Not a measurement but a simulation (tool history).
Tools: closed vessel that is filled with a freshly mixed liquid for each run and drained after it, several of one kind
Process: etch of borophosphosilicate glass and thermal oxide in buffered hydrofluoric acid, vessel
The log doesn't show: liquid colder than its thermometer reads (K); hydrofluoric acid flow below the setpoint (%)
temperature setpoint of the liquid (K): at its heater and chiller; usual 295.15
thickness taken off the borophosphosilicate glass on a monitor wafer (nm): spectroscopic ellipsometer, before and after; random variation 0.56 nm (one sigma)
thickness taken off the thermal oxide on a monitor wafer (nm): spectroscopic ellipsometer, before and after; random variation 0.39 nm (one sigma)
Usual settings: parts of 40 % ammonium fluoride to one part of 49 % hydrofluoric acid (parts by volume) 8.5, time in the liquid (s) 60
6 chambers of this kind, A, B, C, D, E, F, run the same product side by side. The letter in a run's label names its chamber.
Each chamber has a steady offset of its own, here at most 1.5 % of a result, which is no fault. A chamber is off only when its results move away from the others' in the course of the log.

run   hour  temperature setpoint of the liquid (K)  parts of 40 % ammonium fluoride to one part of 49 % hydrofluoric acid (parts by volume)  time in the liquid (s)  hours since the thermometer was replaced  hours since the hydrofluoric acid flow meter was replaced  read-back film thickness of the borophosphosilicate glass reference wafer, read on the same gauge (nm)  read-back film thickness of the thermal oxide reference wafer, read on the same gauge (nm)  thickness taken off the borophosphosilicate glass on a monitor wafer (nm)  thickness taken off the thermal oxide on a monitor wafer (nm)
 1A    3.9                                  295.15                                                                                      8.5                      60                                      1146                                                       30.1                                                                                                      40                                                                                         100                                                                     85.815                                                         65.332
 2F    6.7                                  295.15                                                                                      8.5                      60                                    1048.1                                                      597.2                                                                                                  39.982                                                                                      100.01                                                                     86.035                                                          66.38
         8  -- chamber A: thermometer replaced
 3C   11.7                                  295.15                                                                                      8.5                      60                                     244.4                                                       44.4                                                                                                  39.992                                                                                      100.04                                                                     86.498                                                         66.681
 4B   14.2                                  295.15                                                                                      8.5                      60                                    1858.9                                                      120.1                                                                                                  39.989                                                                                      100.05                                                                     86.967                                                         66.127
 5D   17.9                                  295.15                                                                                       10                      50                                     315.3                                                        410                                                                                                  40.019                                                                                      100.01                                                                     62.467                                                         47.739
 6E   22.4                                  295.15                                                                                       10                      50                                     766.6                                                         61                                                                                                  40.006                                                                                      99.985                                                                     63.236                                                         48.308
 7F   26.2                                  295.15                                                                                       10                      50                                    1067.6                                                      616.7                                                                                                  39.985                                                                                      100.04                                                                     62.787                                                         48.838
 8D   29.6                                  295.15                                                                                       10                      50                                       327                                                      421.7                                                                                                  40.002                                                                                       99.98                                                                     62.637                                                         47.722
 9C   34.8                                  295.15                                                                                       10                      50                                     267.5                                                       67.5                                                                                                      40                                                                                      100.06                                                                     61.833                                                         48.591
10B   37.5                                  295.15                                                                                       10                      50                                    1882.2                                                      143.4                                                                                                  40.003                                                                                      100.02                                                                     62.857                                                         48.209
11E   40.8                                  295.15                                                                                      8.5                      60                                       785                                                       79.4                                                                                                  39.998                                                                                      100.01                                                                     86.772                                                         65.685
12A   45.9                                  295.15                                                                                      5.5                      60                                      37.9                                                       72.1                                                                                                   40.01                                                                                      100.01                                                                     130.78                                                         100.82
13D   48.8                                  295.15                                                                                      5.5                      60                                     346.2                                                      440.9                                                                                                  39.986                                                                                      99.976                                                                     131.59                                                         99.994
14F   52.1                                  295.15                                                                                      5.5                      60                                    1093.5                                                      642.6                                                                                                  39.975                                                                                      100.03                                                                     131.59                                                         99.844
15B     55                                  295.15                                                                                      5.5                      60                                    1899.7                                                      160.9                                                                                                  40.002                                                                                         100                                                                     133.35                                                         101.16
16A   57.3                                  295.15                                                                                      5.5                      60                                      49.3                                                       83.5                                                                                                  40.008                                                                                      99.935                                                                     130.56                                                         101.13
17C   60.9                                  295.15                                                                                      5.5                      60                                     293.6                                                       93.6                                                                                                  39.985                                                                                      99.938                                                                     129.04                                                         100.08
18E   63.6                                  295.15                                                                                      8.5                      60                                     807.8                                                      102.2                                                                                                  39.989                                                                                      99.997                                                                     86.182                                                         65.967
19D   66.2                                  295.15                                                                                      8.5                      60                                     363.6                                                      458.3                                                                                                  39.999                                                                                      100.01                                                                     86.204                                                         65.913
20E   68.6                                  295.15                                                                                      8.5                      60                                     812.8                                                      107.2                                                                                                  39.997                                                                                      100.01                                                                     87.544                                                         66.277
21F   70.9                                  295.15                                                                                      8.5                      60                                    1112.3                                                      661.4                                                                                                  40.019                                                                                         100                                                                     85.656                                                         66.002
22A   76.2                                  295.15                                                                                      8.5                      60                                      68.2                                                      102.4                                                                                                  40.002                                                                                      99.996                                                                     84.695                                                         65.116
23B   79.6                                  295.15                                                                                      8.5                      60                                    1924.3                                                      185.5                                                                                                  40.014                                                                                      99.936                                                                     86.058                                                         65.998
24C   84.7                                  295.15                                                                                      8.5                      60                                     317.4                                                      117.4                                                                                                  39.995                                                                                      99.988                                                                     84.731                                                         66.094
25D   89.8                                  295.15                                                                                      8.5                      60                                     387.2                                                      481.9                                                                                                  39.977                                                                                         100                                                                     86.079                                                         65.736
26F   94.4                                  295.15                                                                                      8.5                      60                                    1135.8                                                      684.9                                                                                                  40.002                                                                                      100.01                                                                      86.54                                                          67.01
27A   99.2                                  295.15                                                                                      8.5                      60                                      91.2                                                      125.4                                                                                                  40.007                                                                                      99.981                                                                     85.039                                                         66.047
28E  102.8                                  295.15                                                                                      8.5                      60                                       847                                                      141.4                                                                                                  40.009                                                                                      100.02                                                                      85.87                                                         66.323
29C  105.1                                  295.15                                                                                      8.5                      60                                     337.8                                                      137.8                                                                                                  40.018                                                                                      99.987                                                                      84.36                                                         65.976
30B  109.2                                  295.15                                                                                      8.5                      60                                    1953.9                                                      215.1                                                                                                  40.015                                                                                      100.01                                                                     85.577                                                         65.984
31D  114.5                                  295.15                                                                                      8.5                      60                                     411.9                                                      506.6                                                                                                  39.983                                                                                      99.978                                                                     84.932                                                         65.641
32A  119.2                                  295.15                                                                                      8.5                      60                                     111.2                                                      145.4                                                                                                  39.997                                                                                      100.01                                                                     84.098                                                         66.238
33C  122.8                                  295.15                                                                                      8.5                      60                                     355.5                                                      155.5                                                                                                  40.005                                                                                      99.992                                                                     85.144                                                         66.413
34E  126.5                                  296.65                                                                                      8.5                      85                                     870.7                                                      165.1                                                                                                  40.008                                                                                      100.04                                                                     133.02                                                         100.33
35F  129.8                                  296.65                                                                                      8.5                      85                                    1171.2                                                      720.3                                                                                                  39.989                                                                                      100.01                                                                     132.84                                                         102.71
36B  133.8                                  296.65                                                                                      8.5                      85                                    1978.5                                                      239.7                                                                                                  40.019                                                                                      99.997                                                                      132.6                                                         101.26
37A    137                                  296.65                                                                                      8.5                      85                                       129                                                      163.2                                                                                                  39.992                                                                                      100.01                                                                     130.77                                                         101.02
38B  141.7                                  296.65                                                                                      8.5                      85                                    1986.4                                                      247.6                                                                                                  39.997                                                                                      99.974                                                                     131.11                                                         101.31

Next, every chamber runs the same settings. What will each give?
39A  145.5                                  295.15                                                                                      8.5                      95                                                                                                                                                                                                                                                                                                                                                                                   ?                                                              ?
39B  145.5                                  295.15                                                                                      8.5                      95                                                                                                                                                                                                                                                                                                                                                                                   ?                                                              ?
39C  145.5                                  295.15                                                                                      8.5                      95                                                                                                                                                                                                                                                                                                                                                                                   ?                                                              ?
39D  145.5                                  295.15                                                                                      8.5                      95                                                                                                                                                                                                                                                                                                                                                                                   ?                                                              ?
39E  145.5                                  295.15                                                                                      8.5                      95                                                                                                                                                                                                                                                                                                                                                                                   ?                                                              ?
39F  145.5                                  295.15                                                                                      8.5                      95                                                                                                                                                                                                                                                                                                                                                                                   ?                                                              ?

run  thickness taken off the borophosphosilicate glass on a monitor wafer (nm)  thickness taken off the thermal oxide on a monitor wafer (nm)
39A                                                                     134.65                                                          104.2
39B                                                                     135.22                                                         104.13
39C                                                                        134                                                         105.44
39D                                                                     135.61                                                         104.67
39E                                                                     136.11                                                         105.07
39F                                                                     136.93                                                         104.97
